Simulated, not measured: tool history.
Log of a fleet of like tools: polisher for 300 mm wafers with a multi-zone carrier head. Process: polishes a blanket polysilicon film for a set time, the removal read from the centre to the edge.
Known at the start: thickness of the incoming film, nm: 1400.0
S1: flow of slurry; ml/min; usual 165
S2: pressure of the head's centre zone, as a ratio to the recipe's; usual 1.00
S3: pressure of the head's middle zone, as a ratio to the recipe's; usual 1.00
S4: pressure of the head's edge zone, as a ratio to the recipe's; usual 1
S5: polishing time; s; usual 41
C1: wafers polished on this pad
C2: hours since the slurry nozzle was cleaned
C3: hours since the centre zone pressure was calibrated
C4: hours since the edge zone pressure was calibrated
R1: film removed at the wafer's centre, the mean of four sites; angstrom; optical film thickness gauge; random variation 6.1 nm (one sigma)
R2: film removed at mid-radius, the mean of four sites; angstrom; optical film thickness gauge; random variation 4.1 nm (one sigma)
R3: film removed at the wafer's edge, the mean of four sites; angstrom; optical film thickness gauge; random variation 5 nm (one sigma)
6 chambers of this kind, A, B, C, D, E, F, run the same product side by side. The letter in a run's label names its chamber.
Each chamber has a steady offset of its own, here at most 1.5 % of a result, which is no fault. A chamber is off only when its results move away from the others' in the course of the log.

Run 1B, day 0.208: usual settings; C1 101; C2 194.5; C3 217.2; C4 706.9. Result: R1 4165.5 angstrom, R2 4237.7 angstrom, R3 4123.9 angstrom.
At day 0.221: chamber B: slurry nozzle cleaned.
Run 2E, day 0.533: usual settings; C1 290; C2 56.2; C3 348.9; C4 986.5. Result: R1 4167.8 angstrom, R2 4110.8 angstrom, R3 4129.2 angstrom.
At day 0.817: chamber D: worn pad replaced by a new one.
Run 3A, day 0.912: usual settings; C1 731; C2 384.9; C3 400.1; C4 789.1. Result: R1 4124.7 angstrom, R2 4101.0 angstrom, R3 4076.0 angstrom.
At day 0.983: chamber C: worn pad replaced by a new one.
At day 1.029: chamber F: worn pad replaced by a new one.
Run 4F, day 1.175: usual settings; C1 59; C2 317.5; C3 30.8; C4 904.5. Result: R1 4052.4 angstrom, R2 4121.4 angstrom, R3 4204.0 angstrom.
At day 1.242: chamber A: centre zone pressure recalibrated.
Run 5C, day 1.588: usual settings; C1 242; C2 509.5; C3 116.1; C4 1027.3. Result: R1 4147.3 angstrom, R2 4076.7 angstrom, R3 4061.9 angstrom.
At day 1.808: chamber A: worn pad replaced by a new one.
Run 6D, day 1.854: usual settings; C1 417; C2 326.4; C3 796.4; C4 573.4. Result: R1 4104.1 angstrom, R2 4110.3 angstrom, R3 4139.5 angstrom.
At day 2.100: chamber C: edge zone pressure recalibrated.
Run 7F, day 2.175: usual settings; C1 461; C2 341.5; C3 54.8; C4 928.5. Result: R1 4195.9 angstrom, R2 4074.4 angstrom, R3 4136.9 angstrom.
At day 2.379: chamber B: edge zone pressure recalibrated.
At day 2.388: chamber B: worn pad replaced by a new one.
Run 8B, day 2.433: usual settings; C1 19; C2 53.1; C3 270.6; C4 1.4. Result: R1 4078.6 angstrom, R2 4141.7 angstrom, R3 4162.6 angstrom.
At day 2.504: chamber E: worn pad replaced by a new one.
Run 9A, day 2.788: usual settings but S1 215 ml/min, S3 0.93; C1 394; C2 429.9; C3 37.1; C4 834.1. Result: R1 4366.7 angstrom, R2 4090.8 angstrom, R3 4219.5 angstrom.
At day 2.988: chamber D: worn pad replaced by a new one.
At day 3.117: chamber C: worn pad replaced by a new one.
Run 10D, day 3.171: usual settings but S1 215 ml/min, S3 0.93; C1 74; C2 358.0; C3 828.0; C4 605.0. Result: R1 4287.0 angstrom, R2 4058.4 angstrom, R3 4371.6 angstrom.
At day 3.417: chamber F: worn pad replaced by a new one.
Run 11C, day 3.529: usual settings but S1 215 ml/min, S3 0.93; C1 166; C2 556.1; C3 162.7; C4 34.4. Result: R1 4446.4 angstrom, R2 4016.8 angstrom, R3 4146.3 angstrom.
Run 12E, day 3.746: usual settings but S1 215 ml/min, S3 0.93; C1 499; C2 133.3; C3 426.0; C4 1063.6. Result: R1 4341.4 angstrom, R2 3915.4 angstrom, R3 4172.7 angstrom.
Run 13E, day 4.046: usual settings but S1 215 ml/min, S3 0.93; C1 619; C2 140.5; C3 433.2; C4 1070.8. Result: R1 4365.2 angstrom, R2 3967.6 angstrom, R3 4302.9 angstrom.
Run 14D, day 4.450: usual settings but S1 215 ml/min, S3 0.93; C1 587; C2 388.7; C3 858.7; C4 635.7. Result: R1 4332.7 angstrom, R2 4063.8 angstrom, R3 4310.5 angstrom.
At day 4.675: chamber A: worn pad replaced by a new one.
Run 15C, day 4.788: usual settings; C1 672; C2 586.3; C3 192.9; C4 64.6. Result: R1 4181.9 angstrom, R2 4121.9 angstrom, R3 4134.7 angstrom.
Run 16A, day 5.029: usual settings; C1 142; C2 483.7; C3 90.9; C4 887.9. Result: R1 4126.1 angstrom, R2 4119.9 angstrom, R3 4142.1 angstrom.
At day 5.146: chamber B: worn pad replaced by a new one.
At day 5.158: chamber C: slurry nozzle cleaned.
At day 5.329: chamber E: worn pad replaced by a new one.
Run 17F, day 5.446: usual settings; C1 816; C2 420.0; C3 133.3; C4 1007.0. Result: R1 4161.8 angstrom, R2 4142.4 angstrom, R3 4126.5 angstrom.
At day 5.600: chamber D: worn pad replaced by a new one.
Run 18B, day 5.733: usual settings but S1 115 ml/min; C1 237; C2 132.3; C3 349.8; C4 80.6. Result: R1 3711.9 angstrom, R2 3903.5 angstrom, R3 3869.1 angstrom.
At day 5.775: chamber C: worn pad replaced by a new one.
Run 19E, day 6.104: usual settings but S1 115 ml/min; C1 311; C2 189.9; C3 482.6; C4 1120.2. Result: R1 3703.5 angstrom, R2 3696.4 angstrom, R3 3836.3 angstrom.
At day 6.250: chamber F: worn pad replaced by a new one.
Run 20C, day 6.446: usual settings but S1 115 ml/min; C1 270; C2 30.9; C3 232.7; C4 104.4. Result: R1 3828.4 angstrom, R2 3822.5 angstrom, R3 3897.1 angstrom.
Run 21F, day 6.692: usual settings but S1 115 ml/min; C1 177; C2 449.9; C3 163.2; C4 1036.9. Result: R1 3804.9 angstrom, R2 3790.5 angstrom, R3 3968.4 angstrom.
At day 6.783: chamber B: centre zone pressure recalibrated.
At day 6.929: chamber A: worn pad replaced by a new one.
Run 22A, day 7.133: usual settings but S1 115 ml/min; C1 82; C2 534.2; C3 141.4; C4 938.4. Result: R1 3697.8 angstrom, R2 3832.7 angstrom, R3 3877.1 angstrom.
Run 23B, day 7.454: usual settings but S1 115 ml/min; C1 928; C2 173.6; C3 16.2; C4 121.9. Result: R1 3627.2 angstrom, R2 3809.6 angstrom, R3 3845.4 angstrom.
At day 7.692: chamber E: edge zone pressure recalibrated.
At day 7.733: chamber B: worn pad replaced by a new one.
Run 24D, day 7.900: usual settings; C1 924; C2 471.5; C3 941.5; C4 718.5. Result: R1 4112.3 angstrom, R2 4108.3 angstrom, R3 4138.3 angstrom.
At day 7.967: chamber C: worn pad replaced by a new one.
At day 7.996: chamber B: slurry nozzle cleaned.
Run 25E, day 8.138: usual settings; C1 1128; C2 238.7; C3 531.4; C4 10.7. Result: R1 3976.7 angstrom, R2 3957.9 angstrom, R3 4060.8 angstrom.
At day 8.196: chamber E: worn pad replaced by a new one.
At day 8.267: chamber D: worn pad replaced by a new one.
Run 26B, day 8.438: usual settings; C1 283; C2 10.7; C3 39.8; C4 145.5. Result: R1 4164.5 angstrom, R2 4092.5 angstrom, R3 4160.8 angstrom.
At day 8.712: chamber F: worn pad replaced by a new one.
Run 27D, day 8.779: usual settings; C1 207; C2 492.6; C3 962.6; C4 739.6. Result: R1 4117.0 angstrom, R2 4175.5 angstrom, R3 4115.6 angstrom.
Run 28C, day 9.112: usual settings; C1 461; C2 94.9; C3 296.7; C4 168.4. Result: R1 4132.1 angstrom, R2 4133.6 angstrom, R3 4203.3 angstrom.
Run 29A, day 9.408: usual settings; C1 995; C2 588.8; C3 196.0; C4 993.0. Result: R1 4140.5 angstrom, R2 4119.4 angstrom, R3 4007.2 angstrom.
At day 9.583: chamber A: worn pad replaced by a new one.
Run 30F, day 9.762: usual settings but S2 1.12, S5 28 s; C1 421; C2 523.6; C3 236.9; C4 1110.6. Result: R1 3252.1 angstrom, R2 2855.0 angstrom, R3 2881.7 angstrom.
Run 31B, day 9.988: usual settings but S2 1.12, S5 28 s; C1 906; C2 47.9; C3 77.0; C4 182.7. Result: R1 3166.5 angstrom, R2 2821.8 angstrom, R3 2796.4 angstrom.
Run 32D, day 10.258: usual settings but S2 1.12, S5 28 s; C1 801; C2 528.1; C3 998.1; C4 775.1. Result: R1 3296.9 angstrom, R2 2787.6 angstrom, R3 2867.3 angstrom.
At day 10.354: chamber B: worn pad replaced by a new one.
Run 33C, day 10.608: usual settings but S2 1.12, S5 28 s; C1 1062; C2 130.8; C3 332.6; C4 204.3. Result: R1 3254.7 angstrom, R2 2836.4 angstrom, R3 2816.7 angstrom.
At day 10.704: chamber E: worn pad replaced by a new one.
At day 10.833: chamber C: worn pad replaced by a new one.
Run 34A, day 10.971: usual settings but S2 1.12, S5 28 s; C1 558; C2 626.3; C3 233.5; C4 1030.5. Result: R1 3202.5 angstrom, R2 2815.0 angstrom, R3 2863.0 angstrom.
Run 35F, day 11.296: usual settings but S2 1.12, S5 28 s; C1 1037; C2 560.4; C3 273.7; C4 1147.4. Result: R1 3178.1 angstrom, R2 2842.6 angstrom, R3 2886.5 angstrom.
Run 36E, day 11.571: usual settings but S2 0.90, S3 0.92; C1 349; C2 321.1; C3 613.8; C4 93.1. Result: R1 3422.0 angstrom, R2 3582.9 angstrom, R3 3953.1 angstrom.
Run 37C, day 11.788: usual settings but S2 0.90, S3 0.92; C1 384; C2 159.1; C3 360.9; C4 232.6. Result: R1 3759.1 angstrom, R2 3855.5 angstrom, R3 4128.4 angstrom.
Run 38E, day 12.108: usual settings but S2 0.90, S3 0.92; C1 565; C2 334.0; C3 626.7; C4 106.0. Result: R1 3331.8 angstrom, R2 3557.6 angstrom, R3 3943.8 angstrom.
Run 39B, day 12.508: usual settings but S2 0.90, S3 0.92; C1 865; C2 108.4; C3 137.5; C4 243.2. Result: R1 3546.6 angstrom, R2 3755.9 angstrom, R3 4069.2 angstrom.

Next, every chamber runs the same settings. What will each give?
Run 40A, day 12.833: usual settings but S5 49 s. Result: R1 ?, R2 ?, R3 ?.
Run 40B, day 12.833: usual settings but S5 49 s. Result: R1 ?, R2 ?, R3 ?.
Run 40C, day 12.833: usual settings but S5 49 s. Result: R1 ?, R2 ?, R3 ?.
Run 40D, day 12.833: usual settings but S5 49 s. Result: R1 ?, R2 ?, R3 ?.
Run 40E, day 12.833: usual settings but S5 49 s. Result: R1 ?, R2 ?, R3 ?.
Run 40F, day 12.833: usual settings but S5 49 s. Result: R1 ?, R2 ?, R3 ?.

run      R1      R2      R3
40A  5005.0  4921.0  4782.8
40B  4850.4  4965.0  4832.5
40C  4986.0  5014.0  4966.9
40D  4924.8  4915.8  4955.0
40E  4571.9  4531.5  4675.8
40F  4802.3  4832.3  4985.9
